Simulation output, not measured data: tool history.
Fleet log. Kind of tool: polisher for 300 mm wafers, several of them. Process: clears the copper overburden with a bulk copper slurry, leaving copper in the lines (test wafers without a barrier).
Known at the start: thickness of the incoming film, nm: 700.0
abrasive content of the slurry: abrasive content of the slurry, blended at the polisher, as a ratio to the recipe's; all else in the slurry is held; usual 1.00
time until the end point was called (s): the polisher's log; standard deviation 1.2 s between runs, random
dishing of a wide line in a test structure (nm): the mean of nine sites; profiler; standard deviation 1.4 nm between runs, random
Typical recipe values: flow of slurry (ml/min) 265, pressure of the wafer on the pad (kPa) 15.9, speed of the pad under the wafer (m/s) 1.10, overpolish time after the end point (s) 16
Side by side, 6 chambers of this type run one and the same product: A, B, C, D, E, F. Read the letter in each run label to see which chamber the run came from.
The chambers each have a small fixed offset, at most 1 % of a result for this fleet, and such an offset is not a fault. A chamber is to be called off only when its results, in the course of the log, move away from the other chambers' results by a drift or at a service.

| run | hour | flow of slurry (ml/min) | pressure of the wafer on the pad (kPa) | speed of the pad under the wafer (m/s) | abrasive content of the slurry | overpolish time after the end point (s) | wafers polished on this pad | hours since the slurry nozzle was cleaned | hours since the head pressure was calibrated | hours since the slurry blender was calibrated | time until the end point was called (s) | dishing of a wide line in a test structure (nm) |
|---|---|---|---|---|---|---|---|---|---|---|---|---|
| 1D | 4.6 | 265 | 15.9 | 1.10 | 1.00 | 16 | 357 | 35.1 | 283.3 | 274.6 | 80.037 | 67.179 |
|  | 8.6 | chamber C: worn pad replaced by a new one |
| 2A | 9.0 | 265 | 15.9 | 1.10 | 1.00 | 16 | 454 | 301.0 | 300.9 | 76.6 | 82.296 | 68.550 |
| 3B | 11.6 | 265 | 15.9 | 1.10 | 1.00 | 16 | 693 | 243.5 | 445.5 | 148.3 | 80.020 | 67.362 |
| 4E | 14.7 | 265 | 15.9 | 1.10 | 1.00 | 16 | 646 | 215.8 | 115.2 | 94.1 | 79.052 | 67.037 |
| 5F | 17.8 | 265 | 15.9 | 1.10 | 1.00 | 16 | 608 | 252.4 | 477.8 | 92.5 | 79.219 | 68.323 |
|  | 20.0 | chamber C: slurry blender recalibrated |
| 6C | 21.9 | 265 | 15.9 | 1.10 | 1.00 | 16 | 166 | 295.3 | 42.1 | 1.9 | 78.632 | 67.066 |
|  | 25.3 | chamber E: slurry blender recalibrated |
| 7B | 25.7 | 265 | 15.9 | 1.10 | 1.00 | 16 | 869 | 257.6 | 459.6 | 162.4 | 79.771 | 67.761 |
| 8F | 28.0 | 265 | 15.9 | 1.26 | 1.00 | 16 | 735 | 262.6 | 488.0 | 102.7 | 70.095 | 70.551 |
| 9D | 32.5 | 265 | 15.9 | 1.26 | 1.00 | 16 | 706 | 63.0 | 311.2 | 302.5 | 70.238 | 71.728 |
| 10A | 35.3 | 265 | 15.9 | 1.26 | 1.00 | 16 | 783 | 327.3 | 327.2 | 102.9 | 73.069 | 70.225 |
| 11E | 39.3 | 265 | 15.9 | 1.26 | 1.00 | 16 | 953 | 240.4 | 139.8 | 14.1 | 70.671 | 75.835 |
|  | 40.0 | chamber B: worn pad replaced by a new one |
| 12C | 41.5 | 265 | 15.9 | 1.26 | 1.00 | 16 | 410 | 314.9 | 61.7 | 21.5 | 72.283 | 72.753 |
| 13C | 45.5 | 265 | 15.9 | 1.26 | 1.00 | 16 | 460 | 318.9 | 65.7 | 25.5 | 68.031 | 70.622 |
| 14D | 49.7 | 265 | 15.9 | 1.10 | 1.00 | 16 | 920 | 80.2 | 328.4 | 319.7 | 80.302 | 68.372 |
| 15A | 51.9 | 265 | 15.9 | 1.10 | 1.00 | 16 | 990 | 343.9 | 343.8 | 119.5 | 81.947 | 70.299 |
|  | 55.3 | chamber D: worn pad replaced by a new one |
| 16B | 56.3 | 265 | 10.3 | 1.10 | 1.00 | 16 | 203 | 288.2 | 490.2 | 193.0 | 121.130 | 49.699 |
| 17E | 59.3 | 265 | 10.3 | 1.10 | 1.00 | 16 | 1202 | 260.4 | 159.8 | 34.1 | 122.580 | 48.802 |
| 18F | 62.0 | 265 | 10.3 | 1.10 | 1.00 | 16 | 1159 | 296.6 | 522.0 | 136.7 | 124.840 | 50.182 |
|  | 62.6 | chamber F: worn pad replaced by a new one |
| 19A | 66.8 | 265 | 10.3 | 1.10 | 1.00 | 16 | 1176 | 358.8 | 358.7 | 134.4 | 121.860 | 48.862 |
|  | 68.3 | chamber E: worn pad replaced by a new one |
| 20D | 70.0 | 265 | 10.3 | 1.10 | 1.00 | 16 | 183 | 100.5 | 348.7 | 340.0 | 123.120 | 48.548 |
|  | 73.2 | chamber D: slurry blender recalibrated |
| 21E | 74.1 | 265 | 10.3 | 1.10 | 1.00 | 16 | 73 | 275.2 | 174.6 | 48.9 | 122.290 | 49.937 |
| 22C | 77.5 | 265 | 15.9 | 1.10 | 1.00 | 16 | 859 | 350.9 | 97.7 | 57.5 | 77.939 | 67.395 |
|  | 77.8 | chamber C: worn pad replaced by a new one |
|  | 78.8 | chamber A: worn pad replaced by a new one |
| 23B | 80.7 | 265 | 15.9 | 1.10 | 1.00 | 16 | 507 | 312.6 | 514.6 | 217.4 | 82.085 | 66.294 |
| 24F | 84.9 | 265 | 15.9 | 1.10 | 1.00 | 8 | 279 | 319.5 | 544.9 | 159.6 | 79.770 | 44.219 |
| 25D | 87.4 | 265 | 15.9 | 1.10 | 1.00 | 8 | 401 | 117.9 | 366.1 | 14.2 | 78.687 | 44.620 |
|  | 88.0 | chamber A: slurry nozzle cleaned |
| 26A | 90.0 | 265 | 15.9 | 1.10 | 1.00 | 8 | 140 | 2.1 | 381.9 | 157.6 | 81.240 | 43.980 |
| 27B | 93.5 | 265 | 15.9 | 1.10 | 1.00 | 8 | 667 | 325.4 | 527.4 | 230.2 | 81.268 | 42.761 |
| 28E | 95.7 | 265 | 15.9 | 1.10 | 1.00 | 8 | 342 | 296.8 | 196.2 | 70.5 | 80.524 | 41.242 |
| 29C | 100.4 | 265 | 15.9 | 1.10 | 1.00 | 8 | 282 | 373.8 | 120.6 | 80.4 | 80.436 | 41.771 |
| 30F | 105.2 | 265 | 15.9 | 1.10 | 1.00 | 16 | 532 | 339.8 | 565.2 | 179.9 | 78.230 | 68.558 |
|  | 105.6 | chamber B: worn pad replaced by a new one |
|  | 108.0 | chamber E: slurry nozzle cleaned |
| 31A | 108.4 | 265 | 15.9 | 0.74 | 1.25 | 16 | 369 | 20.5 | 400.3 | 176.0 | 114.710 | 55.375 |
| 32B | 112.8 | 265 | 15.9 | 0.74 | 1.25 | 16 | 90 | 344.7 | 546.7 | 249.5 | 114.530 | 54.233 |
| 33C | 115.4 | 265 | 15.9 | 0.74 | 1.25 | 16 | 469 | 388.8 | 135.6 | 95.4 | 111.540 | 53.572 |
| 34F | 118.7 | 265 | 15.9 | 0.74 | 1.25 | 16 | 701 | 353.3 | 578.7 | 193.4 | 113.020 | 54.672 |
| 35E | 122.8 | 265 | 15.9 | 0.74 | 1.25 | 16 | 680 | 14.8 | 223.3 | 97.6 | 112.140 | 55.072 |
|  | 123.4 | chamber D: worn pad replaced by a new one |
|  | 123.6 | chamber F: slurry nozzle cleaned |
| 36D | 126.1 | 265 | 15.9 | 0.74 | 1.25 | 16 | 34 | 156.6 | 404.8 | 52.9 | 111.680 | 55.254 |
| 37A | 128.7 | 265 | 15.9 | 1.10 | 1.00 | 16 | 623 | 40.8 | 420.6 | 196.3 | 77.830 | 66.952 |
| 38B | 133.1 | 265 | 15.9 | 1.28 | 1.00 | 16 | 343 | 365.0 | 567.0 | 269.8 | 70.011 | 73.270 |
|  | 134.2 | chamber E: slurry blender recalibrated |
| 39D | 137.0 | 265 | 15.9 | 1.28 | 1.00 | 16 | 170 | 167.5 | 415.7 | 63.8 | 68.062 | 73.036 |
|  | 138.4 | chamber F: slurry blender recalibrated |
| 40E | 141.0 | 265 | 15.9 | 1.28 | 1.00 | 16 | 907 | 33.0 | 241.5 | 6.8 | 67.563 | 76.625 |
| 41F | 144.1 | 265 | 15.9 | 1.28 | 1.00 | 16 | 1018 | 20.5 | 604.1 | 5.8 | 69.641 | 73.644 |
|  | 145.5 | chamber C: worn pad replaced by a new one |
| 42C | 147.1 | 265 | 15.9 | 1.28 | 1.00 | 16 | 20 | 420.5 | 167.3 | 127.1 | 70.291 | 73.156 |
| 43C | 150.4 | 265 | 15.9 | 1.28 | 1.00 | 16 | 61 | 423.8 | 170.6 | 130.4 | 69.433 | 70.501 |

Predict what each chamber gives when all 6 of them run the settings below next.
| 44A | 153.9 | 265 | 15.9 | 1.10 | 1.00 | 16 |  |  |  |  | ? | ? |
| 44B | 153.9 | 265 | 15.9 | 1.10 | 1.00 | 16 |  |  |  |  | ? | ? |
| 44C | 153.9 | 265 | 15.9 | 1.10 | 1.00 | 16 |  |  |  |  | ? | ? |
| 44D | 153.9 | 265 | 15.9 | 1.10 | 1.00 | 16 |  |  |  |  | ? | ? |
| 44E | 153.9 | 265 | 15.9 | 1.10 | 1.00 | 16 |  |  |  |  | ? | ? |
| 44F | 153.9 | 265 | 15.9 | 1.10 | 1.00 | 16 |  |  |  |  | ? | ? |

| run | time until the end point was called (s) | dishing of a wide line in a test structure (nm) |
|---|---|---|
| 44A | 80.207 | 67.030 |
| 44B | 80.903 | 69.632 |
| 44C | 78.246 | 67.880 |
| 44D | 78.904 | 66.222 |
| 44E | 80.426 | 66.849 |
| 44F | 78.622 | 66.746 |
